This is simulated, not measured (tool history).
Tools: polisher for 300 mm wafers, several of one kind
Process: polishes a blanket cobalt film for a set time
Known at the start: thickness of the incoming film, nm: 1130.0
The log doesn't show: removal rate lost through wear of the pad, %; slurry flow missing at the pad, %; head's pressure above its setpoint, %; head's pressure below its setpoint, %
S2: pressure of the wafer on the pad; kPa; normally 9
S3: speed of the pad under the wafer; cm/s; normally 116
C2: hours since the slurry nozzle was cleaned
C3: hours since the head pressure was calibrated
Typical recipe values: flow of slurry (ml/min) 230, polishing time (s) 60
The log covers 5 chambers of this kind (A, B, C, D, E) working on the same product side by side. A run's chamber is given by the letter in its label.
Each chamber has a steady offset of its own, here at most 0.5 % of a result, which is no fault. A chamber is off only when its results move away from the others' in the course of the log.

Run 1E, day 0.175: usual settings; wafers polished on this pad 638; C2 34.8; C3 867.8. Result: film removed (angstrom) 1961.1.
At day 0.392: chamber E: worn pad replaced by a new one.
Run 2D, day 0.483: usual settings; wafers polished on this pad 607; C2 381.2; C3 1064.4. Result: film removed (angstrom) 1981.8.
Run 3C, day 0.662: usual settings; wafers polished on this pad 496; C2 193.8; C3 246.4. Result: film removed (angstrom) 1989.9.
At day 0.775: chamber A: worn pad replaced by a new one.
At day 0.921: chamber C: worn pad replaced by a new one.
Run 4A, day 1.008: usual settings; wafers polished on this pad 63; C2 214.1; C3 31.7. Result: film removed (angstrom) 1967.3.
Run 5B, day 1.196: usual settings; wafers polished on this pad 789; C2 118.3; C3 245. Result: film removed (angstrom) 1979.8.
At day 1.304: chamber B: worn pad replaced by a new one.
Run 6E, day 1.508: usual settings; wafers polished on this pad 300; C2 66.8; C3 899.8. Result: film removed (angstrom) 1958.1.
Run 7B, day 1.783: usual settings; wafers polished on this pad 130; C2 132.4; C3 259.1. Result: film removed (angstrom) 1949.1.
Run 8C, day 2.038: usual settings but S2 5.5 kPa; wafers polished on this pad 301; C2 226.8; C3 279.4. Result: film removed (angstrom) 1211.3.
Run 9D, day 2.35: usual settings but S2 5.5 kPa; wafers polished on this pad 1110; C2 426; C3 1109.2. Result: film removed (angstrom) 1231.
At day 2.404: chamber A: slurry nozzle cleaned.
Run 10A, day 2.7: usual settings but S2 5.5 kPa; wafers polished on this pad 519; C2 7.2; C3 72.3. Result: film removed (angstrom) 1217.
At day 2.829: chamber E: worn pad replaced by a new one.
Run 11B, day 2.975: usual settings but S2 5.5 kPa; wafers polished on this pad 451; C2 161; C3 287.7. Result: film removed (angstrom) 1201.8.
At day 3.204: chamber C: worn pad replaced by a new one.
At day 3.217: chamber D: worn pad replaced by a new one.
Run 12E, day 3.246: usual settings but S2 5.5 kPa; wafers polished on this pad 112; C2 108.5; C3 941.5. Result: film removed (angstrom) 1222.2.
Run 13D, day 3.475: usual settings but S2 11.7 kPa, polishing time (s) 79; wafers polished on this pad 69; C2 453; C3 1136.2. Result: film removed (angstrom) 3430.3.
Run 14A, day 3.8: usual settings but S2 11.7 kPa, polishing time (s) 79; wafers polished on this pad 815; C2 33.6; C3 98.7. Result: film removed (angstrom) 3394.7.
Run 15C, day 4.154: usual settings but S2 11.7 kPa, polishing time (s) 79; wafers polished on this pad 256; C2 277.6; C3 330.2. Result: film removed (angstrom) 3398.7.
At day 4.275: chamber B: worn pad replaced by a new one.
Run 16D, day 4.421: usual settings but S2 11.7 kPa, polishing time (s) 79; wafers polished on this pad 324; C2 475.7; C3 1158.9. Result: film removed (angstrom) 3440.4.
Run 17A, day 4.612: usual settings but S2 11.7 kPa, polishing time (s) 79; wafers polished on this pad 1034; C2 53.1; C3 118.2. Result: film removed (angstrom) 3390.6.
Run 18C, day 4.858: usual settings but S3 132 cm/s, polishing time (s) 42; wafers polished on this pad 445; C2 294.5; C3 347.1. Result: film removed (angstrom) 1576.1.
Run 19B, day 5.175: usual settings but S3 132 cm/s, polishing time (s) 42; wafers polished on this pad 242; C2 213.8; C3 340.5. Result: film removed (angstrom) 1547.8.
At day 5.483: chamber E: worn pad replaced by a new one.
At day 5.492: chamber A: worn pad replaced by a new one.
Run 20E, day 5.517: usual settings but S3 132 cm/s, polishing time (s) 42; wafers polished on this pad 9; C2 163; C3 996. Result: film removed (angstrom) 1556.7.
At day 5.65: chamber D: head pressure recalibrated.
Run 21C, day 5.871: usual settings but S3 132 cm/s, polishing time (s) 42; wafers polished on this pad 718; C2 318.8; C3 371.4. Result: film removed (angstrom) 1573.6.
At day 5.879: chamber C: worn pad replaced by a new one.
Run 22E, day 6.05: usual settings but S3 132 cm/s, polishing time (s) 42; wafers polished on this pad 153; C2 175.8; C3 1008.8. Result: film removed (angstrom) 1559.
Run 23D, day 6.425: usual settings; wafers polished on this pad 864; C2 523.8; C3 18.6. Result: film removed (angstrom) 1984.9.
Run 24A, day 6.708: usual settings; wafers polished on this pad 328; C2 103.4; C3 168.5. Result: film removed (angstrom) 1978.1.
Run 25B, day 7.029: usual settings; wafers polished on this pad 741; C2 258.3; C3 385. Result: film removed (angstrom) 1970.8.
Run 26B, day 7.275: usual settings but S2 11 kPa, polishing time (s) 74; wafers polished on this pad 808; C2 264.2; C3 390.9. Result: film removed (angstrom) 2994.2.
At day 7.325: chamber B: worn pad replaced by a new one.
At day 7.375: chamber E: slurry nozzle cleaned.
Run 27C, day 7.65: usual settings but S2 11 kPa, polishing time (s) 74; wafers polished on this pad 478; C2 361.5; C3 414.1. Result: film removed (angstrom) 2994.3.
Run 28E, day 7.892: usual settings but S2 11 kPa, polishing time (s) 74; wafers polished on this pad 649; C2 12.5; C3 1053. Result: film removed (angstrom) 3006.5.
At day 7.962: chamber D: worn pad replaced by a new one.
Run 29D, day 8.071: usual settings but S2 11 kPa, polishing time (s) 74; wafers polished on this pad 29; C2 563.3; C3 58.1. Result: film removed (angstrom) 3002.4.
At day 8.3: chamber E: worn pad replaced by a new one.
Run 30A, day 8.362: usual settings but S2 11 kPa, polishing time (s) 74; wafers polished on this pad 773; C2 143.1; C3 208.2. Result: film removed (angstrom) 2999.7.
Run 31B, day 8.662: usual settings; wafers polished on this pad 361; C2 297.5; C3 424.2. Result: film removed (angstrom) 1961.1.
Run 32E, day 8.871: usual settings; wafers polished on this pad 153; C2 36; C3 1076.5. Result: film removed (angstrom) 1981.6.

Does one chamber stand apart from the rest, does the shared gauge drift, or is all well apart from small per-chamber offsets? Give the chamber and the most likely cause, where there is one.

Beyond each chamber's small constant offset nothing stands out, and the gauge stays steady.
